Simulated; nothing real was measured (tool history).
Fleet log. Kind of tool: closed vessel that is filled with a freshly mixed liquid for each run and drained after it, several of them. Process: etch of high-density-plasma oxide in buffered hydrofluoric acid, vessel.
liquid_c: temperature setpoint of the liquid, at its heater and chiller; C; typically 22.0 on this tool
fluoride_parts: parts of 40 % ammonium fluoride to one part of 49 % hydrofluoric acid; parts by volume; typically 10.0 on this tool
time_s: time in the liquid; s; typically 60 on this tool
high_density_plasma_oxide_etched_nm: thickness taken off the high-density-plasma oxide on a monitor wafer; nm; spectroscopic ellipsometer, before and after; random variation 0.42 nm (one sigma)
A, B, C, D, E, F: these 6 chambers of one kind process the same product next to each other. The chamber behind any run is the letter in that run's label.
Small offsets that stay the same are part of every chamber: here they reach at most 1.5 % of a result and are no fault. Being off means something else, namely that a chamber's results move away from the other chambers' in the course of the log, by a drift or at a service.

run	hour	liquid_c	fluoride_parts	time_s	hours since the thermometer was replaced	hours since the hydrofluoric acid flow meter was replaced	read-back film thickness of the high-density-plasma oxide reference wafer, read on the same gauge (nm)	high_density_plasma_oxide_etched_nm
1D	3.7	22.0	10.0	60	765.1	921.6	60.010	66.363
2E	6.7	22.0	10.0	60	1261.1	802.8	60.003	66.877
3C	9.0	22.0	10.0	60	756.2	83.7	59.974	67.692
4F	12.6	22.0	10.0	60	562.8	1378.8	59.999	66.781
5B	14.6	22.0	13.0	60	1796.2	397.6	59.983	52.205
6A	18.1	22.0	13.0	60	1523.8	59.2	60.026	51.359
7F	21.2	22.0	13.0	60	571.4	1387.4	59.989	51.553
8A	23.1	22.0	13.0	60	1528.8	64.2	60.021	51.726
9B	26.9	22.0	13.0	60	1808.5	409.9	59.985	51.833
10D	30.4	22.0	13.0	60	791.8	948.3	59.993	50.145
11C	34.4	22.0	10.0	60	781.6	109.1	60.019	67.666
12E	38.4	22.0	10.0	60	1292.8	834.5	60.001	66.778
13C	41.9	22.0	10.0	60	789.1	116.6	60.027	66.978
14D	44.3	22.0	7.5	35	805.7	962.2	59.983	49.217
15E	47.7	22.0	7.5	35	1302.1	843.8	60.009	50.709
16B	50.2	22.0	7.5	35	1831.8	433.2	59.995	51.129
17A	53.5	22.0	7.5	35	1559.2	94.6	59.983	50.679
18F	57.5	22.0	7.5	35	607.7	1423.7	60.011	50.879
19E	59.5	22.0	7.5	35	1313.9	855.6	60.007	49.885
20C	62.4	22.0	10.0	85	809.6	137.1	60.006	95.137
21A	65.3	22.0	10.0	85	1571.0	106.4	59.992	94.780
22D	67.9	22.0	10.0	85	829.3	985.8	60.004	89.199
23B	72.0	22.0	10.0	85	1853.6	455.0	59.997	95.222
24F	74.6	22.0	10.0	85	624.8	1440.8	60.003	94.684
25E	77.1	22.0	10.0	85	1331.5	873.2	60.009	94.358
26F	79.8	22.0	10.0	60	630.0	1446.0	60.009	66.298
# hour 81.0: chamber F: hydrofluoric acid flow meter replaced
27A	82.1	22.0	10.0	60	1587.8	123.2	59.986	66.169
28D	84.8	22.0	10.0	60	846.2	1002.7	60.003	63.046
29C	88.3	22.0	10.0	60	835.5	163.0	60.003	66.524
30B	92.0	22.0	10.0	60	1873.6	475.0	60.016	67.194
31C	93.9	22.0	10.0	60	841.1	168.6	59.986	66.991
32A	95.9	22.0	10.0	60	1601.6	137.0	59.997	66.879
33D	99.5	24.5	10.0	30	860.9	1017.4	60.000	35.601
34E	101.7	24.5	10.0	30	1356.1	897.8	60.011	37.946
35F	105.7	24.5	10.0	30	655.9	24.8	59.999	38.134
# hour 107.9: chamber B: thermometer replaced
36B	107.9	24.5	10.0	30	0.1	490.9	59.984	39.191

Each of the 6 chambers runs these same settings next. Fill in every chamber's results:
37A	111.0	24.5	10.0	60				?
37B	111.0	24.5	10.0	60				?
37C	111.0	24.5	10.0	60				?
37D	111.0	24.5	10.0	60				?
37E	111.0	24.5	10.0	60				?
37F	111.0	24.5	10.0	60				?

run	high_density_plasma_oxide_etched_nm
37A	76.483
37B	76.336
37C	77.837
37D	69.663
37E	76.072
37F	76.548
